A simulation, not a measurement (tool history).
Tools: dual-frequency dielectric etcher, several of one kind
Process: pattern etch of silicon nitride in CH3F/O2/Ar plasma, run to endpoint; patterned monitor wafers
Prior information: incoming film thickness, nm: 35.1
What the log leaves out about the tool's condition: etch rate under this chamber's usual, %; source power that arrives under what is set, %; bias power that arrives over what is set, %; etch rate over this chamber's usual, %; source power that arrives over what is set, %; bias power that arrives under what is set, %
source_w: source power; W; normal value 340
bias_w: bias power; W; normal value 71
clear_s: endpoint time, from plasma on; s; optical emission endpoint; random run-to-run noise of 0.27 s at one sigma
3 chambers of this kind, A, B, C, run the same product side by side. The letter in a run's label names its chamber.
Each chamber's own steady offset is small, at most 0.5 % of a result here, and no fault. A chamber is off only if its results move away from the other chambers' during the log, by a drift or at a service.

run	hour	source_w	bias_w	hours since the last wet clean	hours since the last source power generator calibration	hours since the last bias power generator calibration	clear_s
1B	9.6	340	71	337.9	4291.7	269.1	53.69
2A	24.4	340	71	175.2	805.1	2438.3	54.357
3C	36.9	340	71	197.4	954.4	313.4	54.021
4B	46.6	340	71	374.9	4328.7	306.1	54.395
5A	55.9	340	71	206.7	836.6	2469.8	54.294
6C	66.5	340	63	227	984	343	55.893
7A	80.9	340	63	231.7	861.6	2494.8	57.104
8C	92.8	340	63	253.3	1010.3	369.3	56.44
9B	105.2	370	64	433.5	4387.3	364.7	54.365
10A	113.1	370	64	263.9	893.8	2527	55
11C	123.9	370	64	284.4	1041.4	400.4	54.155
12B	133.6	340	71	461.9	4415.7	393.1	54.144
13B	143.4	340	71	471.7	4425.5	402.9	54.721
14A	151.1	310	79	301.9	931.8	2565	54.671
15C	162.2	310	79	322.7	1079.7	438.7	53.917
# hour 165.3: chamber B: wet clean of the chamber
16C	171.2	310	79	331.7	1088.7	447.7	53.762
17B	183.3	340	71	18.1	4465.4	442.8	54.085
18A	189.9	340	71	340.7	970.6	2603.8	54.981
19B	201.5	340	79	36.3	4483.6	461	52.198
20A	214.4	340	79	365.2	995.1	2628.3	52.818
21C	223.4	340	79	383.9	1140.9	499.9	52.141
22A	234.6	340	71	385.4	1015.3	2648.5	54.859
23B	242.6	280	86	77.4	4524.7	502.1	54.773
24C	251.3	280	86	411.8	1168.8	527.8	54.85
# hour 253.3: chamber B: source power generator calibrated
25C	262.8	280	86	423.3	1180.3	539.3	54.235
26B	278.2	340	71	113	25	537.7	54.381
27A	293	340	71	443.8	1073.7	2706.9	54.996
28C	305.3	340	71	465.8	1222.8	581.8	54.123
29B	316.2	340	71	151	63	575.7	54.238
30A	328.7	410	80	479.5	1109.4	2742.6	49.555
31B	339.9	410	80	174.7	86.7	599.4	48.336
32C	351.7	410	80	512.2	1269.2	628.2	48.104
33A	360.8	340	71	511.6	1141.5	2774.7	55.547

What goes on in this fleet: one chamber off, a drifting gauge, or nothing beyond the chambers' own small offsets? Name the chamber and the cause, if any.

It is chamber A that slowly wanders off from its peers.
What lies behind it: etch rate under this chamber's usual, % = 2.68.

Here are 4 candidates for chamber A's next run, each the usual settings with a change, their results left as question marks. Which one brings its results back in line with what the others give on the usual settings?
Counts as in line when no further than this from what the other chambers average on the usual settings: clear_s 0.95 s
34A-1	371.8	340	58				?
34A-2	371.8	340	77				?
34A-3	371.8	330	68				?
34A-4	371.8	370	77				?

Usual-settings mean across the other chambers: clear_s 54.181 s
run	clear_s
34A-1	60.026
34A-2	54.399
34A-3	57.498
34A-4	52.668
It is 34A-2 that realigns the chamber with its peers.

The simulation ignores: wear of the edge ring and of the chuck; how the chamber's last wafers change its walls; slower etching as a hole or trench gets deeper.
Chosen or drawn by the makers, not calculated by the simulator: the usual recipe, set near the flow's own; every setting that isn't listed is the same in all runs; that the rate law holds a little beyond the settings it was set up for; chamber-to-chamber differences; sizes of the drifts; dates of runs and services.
